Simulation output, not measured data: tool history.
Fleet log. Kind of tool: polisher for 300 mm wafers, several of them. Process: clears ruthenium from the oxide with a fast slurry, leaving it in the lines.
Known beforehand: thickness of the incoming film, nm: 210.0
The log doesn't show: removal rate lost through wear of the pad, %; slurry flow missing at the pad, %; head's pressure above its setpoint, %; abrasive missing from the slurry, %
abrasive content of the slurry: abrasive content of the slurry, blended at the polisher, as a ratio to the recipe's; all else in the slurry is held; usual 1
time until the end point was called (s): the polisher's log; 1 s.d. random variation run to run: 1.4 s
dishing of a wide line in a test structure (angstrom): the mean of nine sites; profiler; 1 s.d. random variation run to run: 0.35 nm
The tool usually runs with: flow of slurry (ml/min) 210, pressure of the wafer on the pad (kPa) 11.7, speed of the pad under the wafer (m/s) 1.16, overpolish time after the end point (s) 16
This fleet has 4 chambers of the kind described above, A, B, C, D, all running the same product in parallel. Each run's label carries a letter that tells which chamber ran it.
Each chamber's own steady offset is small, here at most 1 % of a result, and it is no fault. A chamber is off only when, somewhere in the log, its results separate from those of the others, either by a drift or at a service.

run,hour,flow of slurry (ml/min),pressure of the wafer on the pad (kPa),speed of the pad under the wafer (m/s),abrasive content of the slurry,overpolish time after the end point (s),wafers polished on this pad,hours since the slurry nozzle was cleaned,hours since the head pressure was calibrated,hours since the slurry blender was calibrated,time until the end point was called (s),dishing of a wide line in a test structure (angstrom)
1B,5,210,11.7,1.16,1,16,502,64.4,712.6,161.2,84.158,339.75
2D,10,210,11.7,1.16,1,16,705,95.8,544.1,186.7,84.993,328.56
3A,15.3,210,11.7,1.16,1,16,641,219.1,553.8,320.7,86.934,336.77
4C,18,210,11.7,1.16,1,16,584,427.6,215.8,268.1,82.18,344.05
5D,20.9,210,11.7,1.16,1,16,845,106.7,555,197.6,83.298,333.47
6A,23.4,210,13.1,1.16,1,16,745,227.2,561.9,328.8,74.996,373.37
# hour 23.9: chamber D: worn pad replaced by a new one
7B,26.9,210,13.1,1.16,1,16,784,86.3,734.5,183.1,76.072,376.63
8C,31.6,210,13.1,1.16,1,16,759,441.2,229.4,281.7,71.312,368.68
9D,35,210,13.1,1.16,1,16,144,120.8,569.1,211.7,74.318,374.17
# hour 35.9: chamber B: worn pad replaced by a new one
10C,39.8,210,11.7,1.16,1,16,864,449.4,237.6,289.9,83.48,339.57
11A,44.9,210,11.7,1.16,1,16,1022,248.7,583.4,350.3,83.494,335.15
12B,47.4,210,11.7,1.16,1,16,148,106.8,755,203.6,80.493,339.24
# hour 47.6: chamber B: slurry blender recalibrated
13B,50.5,210,11.7,1.16,1,16,188,109.9,758.1,2.9,81.335,340.81
# hour 50.8: chamber A: worn pad replaced by a new one
14A,55.7,210,11.7,1.16,1,16,63,259.5,594.2,361.1,83.689,337.03
15D,60.3,210,11.7,1.16,1,16,469,146.1,594.4,237,83.553,338.05
# hour 63.4: chamber A: head pressure recalibrated
16C,65.7,210,11.7,1.16,1,16,1198,475.3,263.5,315.8,83.931,330.36
17B,70.1,210,11.7,1.16,1,16,440,129.5,777.7,22.5,80.175,338.77
18D,74.9,210,11.7,1.16,1,16,658,160.7,609,251.6,84.187,341.69
# hour 75.5: chamber C: worn pad replaced by a new one
19A,80,280,14.5,1.16,1,16,376,283.8,16.7,385.4,66.926,411.17
20C,83.1,280,14.5,1.16,1,16,98,492.7,280.9,333.2,65.089,414.64
21B,87.2,280,14.5,1.16,1,16,660,146.6,794.8,39.6,63.327,427.3
# hour 90: chamber D: worn pad replaced by a new one
22A,91.2,280,14.5,1.16,1,16,521,295,27.9,396.6,67.371,407.24
23C,94.9,210,11.7,1.16,1,16,250,504.5,292.7,345,83.244,337.34
24D,98.5,210,11.7,1.16,1,16,110,184.3,632.6,275.2,83.685,335.95
25C,102.4,210,11.7,1.16,1,16,347,512,300.2,352.5,84.488,338.54
26B,105.2,210,11.7,1.16,1,16,892,164.6,812.8,57.6,83.309,342.03
27D,108,210,11.7,1.16,1,16,232,193.8,642.1,284.7,84.137,330.15
28A,111.3,210,11.7,1.16,1,7,779,315.1,48,416.7,85.43,148.98
# hour 114.6: chamber C: head pressure recalibrated
# hour 115.4: chamber B: worn pad replaced by a new one
29D,116.5,210,11.7,1.16,1,7,342,202.3,650.6,293.2,81.792,154.61
30B,120.5,210,11.7,1.16,1,7,66,179.9,828.1,72.9,84.465,157.34
# hour 123: chamber A: worn pad replaced by a new one
31A,124.3,210,11.7,1.16,1,7,17,328.1,61,429.7,88.849,147.69
32C,128.1,210,11.7,1.16,1,16,678,537.7,13.6,378.2,84.33,335.1
33D,130.8,210,11.7,1.16,1,16,526,216.6,664.9,307.5,81.605,333.2
34B,134.5,210,11.7,1.16,1,16,246,193.9,842.1,86.9,82.881,345.06
35C,139.2,210,11.7,1.16,1,16,821,548.8,24.7,389.3,83.654,335.1
36A,144.3,210,11.7,1.16,1,16,275,348.1,81,449.7,89.152,316.53
# hour 144.7: chamber D: slurry blender recalibrated
37C,147.9,210,11.7,1.16,1,16,933,557.5,33.4,398,82.195,329.7
38A,153,210,11.7,1.16,1,16,387,356.8,89.7,458.4,91.552,309.67
# hour 157: chamber D: worn pad replaced by a new one
39D,157.9,210,11.7,1.16,1,16,12,243.7,692,13.2,83.571,341.46
40B,161.5,210,11.7,1.16,1,16,594,220.9,869.1,113.9,83.45,337.08
41D,165.8,210,11.7,1.16,1,16,114,251.6,699.9,21.1,82.004,345.92
42B,169.4,210,11.7,1.16,1,16,695,228.8,877,121.8,82.746,339.36

Next, every chamber runs the same settings. What will each give?
43A,173.4,210,11.7,1.16,1,16,,,,,?,?
43B,173.4,210,11.7,1.16,1,16,,,,,?,?
43C,173.4,210,11.7,1.16,1,16,,,,,?,?
43D,173.4,210,11.7,1.16,1,16,,,,,?,?

run,time until the end point was called (s),dishing of a wide line in a test structure (angstrom)
43A,92.876,303.07
43B,84.122,337.23
43C,84.803,332.1
43D,81.275,337.25
